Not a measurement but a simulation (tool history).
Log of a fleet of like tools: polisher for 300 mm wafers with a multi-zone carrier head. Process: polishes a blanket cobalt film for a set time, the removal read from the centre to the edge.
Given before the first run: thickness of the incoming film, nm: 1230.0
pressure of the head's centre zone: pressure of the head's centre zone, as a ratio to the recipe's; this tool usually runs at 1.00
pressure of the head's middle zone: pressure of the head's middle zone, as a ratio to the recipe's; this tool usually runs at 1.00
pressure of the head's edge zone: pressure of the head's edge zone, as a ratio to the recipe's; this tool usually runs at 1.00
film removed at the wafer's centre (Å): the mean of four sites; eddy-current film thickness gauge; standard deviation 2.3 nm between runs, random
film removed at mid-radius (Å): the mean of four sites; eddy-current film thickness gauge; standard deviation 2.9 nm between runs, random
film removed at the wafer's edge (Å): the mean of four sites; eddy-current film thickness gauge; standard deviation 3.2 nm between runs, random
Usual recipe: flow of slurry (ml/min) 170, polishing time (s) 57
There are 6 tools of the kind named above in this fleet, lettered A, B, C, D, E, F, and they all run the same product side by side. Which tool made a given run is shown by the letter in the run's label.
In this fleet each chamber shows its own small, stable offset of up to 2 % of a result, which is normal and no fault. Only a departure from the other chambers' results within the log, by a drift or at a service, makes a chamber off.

run   hour  flow of slurry (ml/min)  pressure of the head's centre zone  pressure of the head's middle zone  pressure of the head's edge zone  polishing time (s)  wafers polished on this pad  hours since the slurry nozzle was cleaned  hours since the centre zone pressure was calibrated  hours since the edge zone pressure was calibrated  film removed at the wafer's centre (Å)  film removed at mid-radius (Å)  film removed at the wafer's edge (Å)
 1A    6.1                      170                                1.00                                1.00                              1.00                  57                          105                                      703.2                                                236.2                                              112.8                                  2457.3                          2421.6                                2389.1
 2C    9.6                      170                                1.00                                1.00                              1.00                  57                         1065                                      129.4                                                 14.1                                              112.7                                  2454.1                          2400.6                                2418.1
 3E   14.4                      170                                1.00                                1.00                              1.00                  57                          336                                      663.5                                                416.7                                              546.5                                  2413.9                          2430.5                                2423.7
      16.8  -- chamber B: centre zone pressure recalibrated
      17.0  -- chamber A: slurry nozzle cleaned
 4B   18.5                      170                                1.00                                1.00                              1.00                  57                          598                                      416.9                                                  1.8                                              703.2                                  2491.9                          2413.8                                2442.7
 5D   24.4                      170                                1.00                                1.00                              1.00                  57                          860                                      417.4                                                703.6                                              617.9                                  2452.4                          2450.6                                2375.1
      26.8  -- chamber F: worn pad replaced by a new one
      28.2  -- chamber D: worn pad replaced by a new one
 6F   29.2                      170                                1.00                                1.00                              1.00                  57                           32                                       76.7                                                466.5                                              185.1                                  2430.0                          2441.5                                2402.5
      32.9  -- chamber A: worn pad replaced by a new one
      33.1  -- chamber E: worn pad replaced by a new one
 7A   35.8                      170                                1.00                                1.00                              1.00                  57                           40                                       18.9                                                265.9                                              142.5                                  2389.2                          2404.3                                2360.3
 8E   42.9                      170                                1.00                                1.00                              1.00                  57                          134                                      692.0                                                445.2                                              575.0                                  2437.7                          2442.0                                2414.1
      46.0  -- chamber E: slurry nozzle cleaned
 9F   47.3                      170                                1.00                                1.00                              1.00                  57                          278                                       94.8                                                484.6                                              203.2                                  2426.3                          2458.6                                2453.4
      48.3  -- chamber C: worn pad replaced by a new one
10B   52.0                      170                                1.00                                1.00                              1.00                  57                         1053                                      450.4                                                 35.3                                              736.7                                  2464.8                          2423.1                                2469.3
      54.9  -- chamber B: worn pad replaced by a new one
11C   58.7                      170                                1.00                                1.00                              1.00                  57                          142                                      178.5                                                 63.2                                              161.8                                  2473.7                          2410.7                                2408.2
      59.5  -- chamber B: slurry nozzle cleaned
12D   62.3                      170                                1.00                                1.00                              1.00                  57                          464                                      455.3                                                741.5                                              655.8                                  2442.8                          2457.5                                2447.4
13B   69.3                      170                                1.00                                1.00                              1.00                  57                          196                                        9.8                                                 52.6                                              754.0                                  2468.0                          2410.1                                2500.9
      71.5  -- chamber E: worn pad replaced by a new one
14C   72.4                      170                                1.00                                1.00                              1.00                  57                          328                                      192.2                                                 76.9                                              175.5                                  2456.0                          2402.6                                2412.3
      75.0  -- chamber E: centre zone pressure recalibrated
      75.2  -- chamber A: worn pad replaced by a new one
15E   78.1                      170                                1.00                                1.00                              1.00                  57                           90                                       32.1                                                  3.1                                              610.2                                  2414.3                          2420.9                                2491.4
16A   83.2                      170                                0.93                                1.00                              1.00                  57                          109                                       66.3                                                313.3                                              189.9                                  2280.7                          2394.6                                2473.6
17F   88.2                      170                                0.93                                1.00                              1.00                  57                          834                                      135.7                                                525.5                                              244.1                                  2259.1                          2490.8                                2442.3
      88.6  -- chamber F: worn pad replaced by a new one
18D   92.4                      170                                0.93                                1.00                              1.00                  57                          874                                      485.4                                                771.6                                              685.9                                  2235.3                          2464.6                                2412.9
19A   96.5                      170                                0.93                                1.00                              1.00                  57                          290                                       79.6                                                326.6                                              203.2                                  2239.1                          2385.7                                2477.2
      99.8  -- chamber D: worn pad replaced by a new one
20F  102.6                      170                                0.93                                1.00                              1.00                  57                          190                                      150.1                                                539.9                                              258.5                                  2221.9                          2505.0                                2471.1
21D  108.8                      170                                0.93                                1.00                              1.00                  57                          123                                      501.8                                                788.0                                              702.3                                  2241.8                          2405.9                                2416.9
22B  115.3                      170                                1.00                                1.00                              0.95                  57                          821                                       55.8                                                 98.6                                              800.0                                  2440.6                          2419.4                                2445.5
     117.1  -- chamber A: worn pad replaced by a new one
23C  118.7                      170                                1.00                                1.00                              0.95                  57                          958                                      238.5                                                123.2                                              221.8                                  2455.4                          2426.3                                2374.6
     120.4  -- chamber E: worn pad replaced by a new one
24E  125.5                      170                                1.00                                1.00                              0.95                  57                           70                                       79.5                                                 50.5                                              657.6                                  2450.9                          2456.5                                2370.4
25E  128.7                      170                                1.00                                1.00                              0.95                  57                          113                                       82.7                                                 53.7                                              660.8                                  2425.1                          2371.4                                2383.9
26C  134.9                      170                                1.00                                1.00                              0.95                  57                         1178                                      254.7                                                139.4                                              238.0                                  2418.8                          2457.6                                2322.1
27F  138.0                      170                                1.00                                1.00                              0.95                  57                          672                                      185.5                                                575.3                                              293.9                                  2359.3                          2424.8                                2372.5
     139.6  -- chamber B: worn pad replaced by a new one
28B  144.3                      170                                1.00                                1.00                              1.00                  71                           65                                       84.8                                                127.6                                              829.0                                  3125.8                          3003.6                                3088.7
29A  149.6                      170                                1.00                                1.00                              1.00                  71                          442                                      132.7                                                379.7                                              256.3                                  3017.7                          3000.6                                3047.1
30D  155.6                      170                                1.00                                1.00                              1.00                  71                          759                                      548.6                                                834.8                                              749.1                                  2892.5                          2863.1                                2926.5
31C  159.5                      170                                1.00                                1.00                              1.00                  71                         1512                                      279.3                                                164.0                                              262.6                                  3062.4                          2979.2                                3021.4
     160.1  -- chamber A: worn pad replaced by a new one
     163.5  -- chamber F: worn pad replaced by a new one
32D  163.9                      170                                1.00                                1.00                              1.00                  71                          872                                      556.9                                                843.1                                              757.4                                  2896.9                          2893.5                                2916.0
     166.1  -- chamber E: worn pad replaced by a new one
     166.9  -- chamber C: worn pad replaced by a new one
33E  169.1                      170                                1.00                                1.00                              1.00                  71                           41                                      123.1                                                 94.1                                              701.2                                  3064.5                          2997.2                                3045.7
34B  172.8                      170                                0.89                                1.06                              1.00                  57                          452                                      113.3                                                156.1                                              857.5                                  2134.8                          2572.7                                2497.2
35F  178.2                      170                                0.89                                1.06                              1.00                  57                          200                                      225.7                                                615.5                                              334.1                                  2114.4                          2607.8                                2458.5
36A  184.7                      170                                0.89                                1.06                              1.00                  57                          334                                      167.8                                                414.8                                              291.4                                  2181.0                          2513.4                                2464.7
37C  189.0                      170                                0.89                                1.06                              1.00                  57                          300                                      308.8                                                193.5                                              292.1                                  2144.6                          2602.9                                2438.3
38E  193.8                      170                                0.89                                1.06                              1.00                  57                          377                                      147.8                                                118.8                                              725.9                                  2158.1                          2609.3                                2451.8

Is one chamber out of step, is the gauge drifting, or do the chambers differ by no more than their own small offsets? For an off chamber, give its letter and the likeliest cause.

It is chamber D that slowly wanders off from its peers.
Most likely cause: slurry flow missing at the pad, % = 22.5.

Here are 4 candidates for chamber D's next run, each the usual settings with a change, their results left as question marks. Which one brings its results back in line with what the others give on the usual settings?
In-line tolerance around the mean of the other chambers on the usual settings: film removed at the wafer's centre (Å) 80.0; film removed at mid-radius (Å) 100.0; film removed at the wafer's edge (Å) 110.0
39D-1  198.9                      165                                0.99                                0.99                              1.01                  52                                                                                                                                                                                                                       ?                               ?                                     ?
39D-2  198.9                      175                                1.01                                1.01                              0.99                  63                                                                                                                                                                                                                       ?                               ?                                     ?
39D-3  198.9                      170                                1.01                                1.01                              1.00                  60                                                                                                                                                                                                                       ?                               ?                                     ?
39D-4  198.9                      170                                0.99                                0.99                              1.00                  54                                                                                                                                                                                                                       ?                               ?                                     ?

Usual-settings mean across the other chambers: film removed at the wafer's centre (Å) 2438.0; film removed at mid-radius (Å) 2434.9; film removed at the wafer's edge (Å) 2440.6
  run  film removed at the wafer's centre (Å)  film removed at mid-radius (Å)  film removed at the wafer's edge (Å)
39D-1                                  2072.7                          2092.0                                2138.4
39D-2                                  2603.8                          2613.8                                2585.5
39D-3                                  2462.7                          2474.3                                2464.8
39D-4                                  2168.2                          2186.5                                2219.0
With 39D-3, the chamber falls back in line with the rest.

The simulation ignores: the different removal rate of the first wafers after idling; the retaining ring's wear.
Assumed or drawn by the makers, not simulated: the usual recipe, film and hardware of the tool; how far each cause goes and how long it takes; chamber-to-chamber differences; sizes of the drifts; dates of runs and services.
